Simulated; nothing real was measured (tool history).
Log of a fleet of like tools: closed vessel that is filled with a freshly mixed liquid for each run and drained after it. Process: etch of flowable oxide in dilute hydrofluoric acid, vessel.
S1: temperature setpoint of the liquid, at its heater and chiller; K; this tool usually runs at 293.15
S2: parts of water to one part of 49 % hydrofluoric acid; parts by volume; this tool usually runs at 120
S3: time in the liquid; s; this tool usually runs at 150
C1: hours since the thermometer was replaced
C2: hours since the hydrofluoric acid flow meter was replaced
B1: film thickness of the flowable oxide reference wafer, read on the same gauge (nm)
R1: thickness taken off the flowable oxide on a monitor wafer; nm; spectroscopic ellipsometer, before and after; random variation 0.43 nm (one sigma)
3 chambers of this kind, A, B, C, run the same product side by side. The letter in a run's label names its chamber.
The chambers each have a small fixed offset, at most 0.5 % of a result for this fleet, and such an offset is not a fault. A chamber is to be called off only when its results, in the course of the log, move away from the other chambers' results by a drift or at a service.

| run | hour | S1 | S2 | S3 | C1 | C2 | B1 | R1 |
|---|---|---|---|---|---|---|---|---|
| 1C | 4.4 | 293.15 | 120 | 150 | 110.2 | 297.0 | 60.010 | 57.779 |
| 2B | 12.0 | 293.15 | 120 | 150 | 2473.8 | 854.6 | 60.000 | 58.414 |
| 3A | 17.2 | 293.15 | 120 | 150 | 32.4 | 188.5 | 60.022 | 57.931 |
| 4B | 21.5 | 293.15 | 120 | 150 | 2483.3 | 864.1 | 59.994 | 58.121 |
| 5C | 28.0 | 293.15 | 120 | 150 | 133.8 | 320.6 | 60.016 | 59.081 |
|  | 32.0 | chamber B: hydrofluoric acid flow meter replaced |
| 6A | 33.6 | 293.15 | 120 | 150 | 48.8 | 204.9 | 60.016 | 58.388 |
| 7C | 38.5 | 293.15 | 120 | 150 | 144.3 | 331.1 | 59.990 | 58.223 |
| 8B | 42.9 | 293.15 | 120 | 150 | 2504.7 | 10.9 | 59.998 | 57.923 |
| 9A | 48.3 | 293.15 | 120 | 150 | 63.5 | 219.6 | 59.986 | 58.319 |
| 10A | 53.3 | 293.15 | 120 | 150 | 68.5 | 224.6 | 60.007 | 58.314 |
| 11B | 58.0 | 293.15 | 120 | 150 | 2519.8 | 26.0 | 60.007 | 58.680 |
| 12C | 63.4 | 293.15 | 120 | 150 | 169.2 | 356.0 | 60.013 | 57.711 |
| 13A | 69.5 | 293.15 | 120 | 150 | 84.7 | 240.8 | 59.987 | 57.702 |
| 14C | 73.3 | 293.15 | 120 | 150 | 179.1 | 365.9 | 60.009 | 57.175 |
| 15B | 79.2 | 293.15 | 120 | 150 | 2541.0 | 47.2 | 59.991 | 58.213 |
| 16A | 84.2 | 293.15 | 175 | 150 | 99.4 | 255.5 | 60.005 | 37.912 |
| 17B | 90.1 | 293.15 | 175 | 150 | 2551.9 | 58.1 | 59.986 | 37.431 |
| 18C | 94.2 | 293.15 | 175 | 150 | 200.0 | 386.8 | 59.988 | 36.806 |
| 19B | 100.0 | 293.15 | 120 | 150 | 2561.8 | 68.0 | 59.995 | 58.062 |
| 20C | 103.6 | 293.15 | 90 | 110 | 209.4 | 396.2 | 59.991 | 58.733 |
| 21A | 108.7 | 293.15 | 90 | 110 | 123.9 | 280.0 | 59.981 | 59.002 |
| 22C | 112.6 | 293.15 | 90 | 110 | 218.4 | 405.2 | 60.024 | 58.211 |
| 23A | 117.6 | 293.15 | 120 | 150 | 132.8 | 288.9 | 60.007 | 58.151 |
| 24B | 121.8 | 293.15 | 120 | 150 | 2583.6 | 89.8 | 59.991 | 58.282 |
| 25B | 127.6 | 293.15 | 120 | 150 | 2589.4 | 95.6 | 60.009 | 57.480 |

The same settings go to every chamber for the next run, one line per chamber below. Forecast the results for each:
| 26A | 133.0 | 293.15 | 120 | 180 |  |  |  | ? |
| 26B | 133.0 | 293.15 | 120 | 180 |  |  |  | ? |
| 26C | 133.0 | 293.15 | 120 | 180 |  |  |  | ? |

| run | R1 |
|---|---|
| 26A | 69.642 |
| 26B | 70.063 |
| 26C | 69.634 |
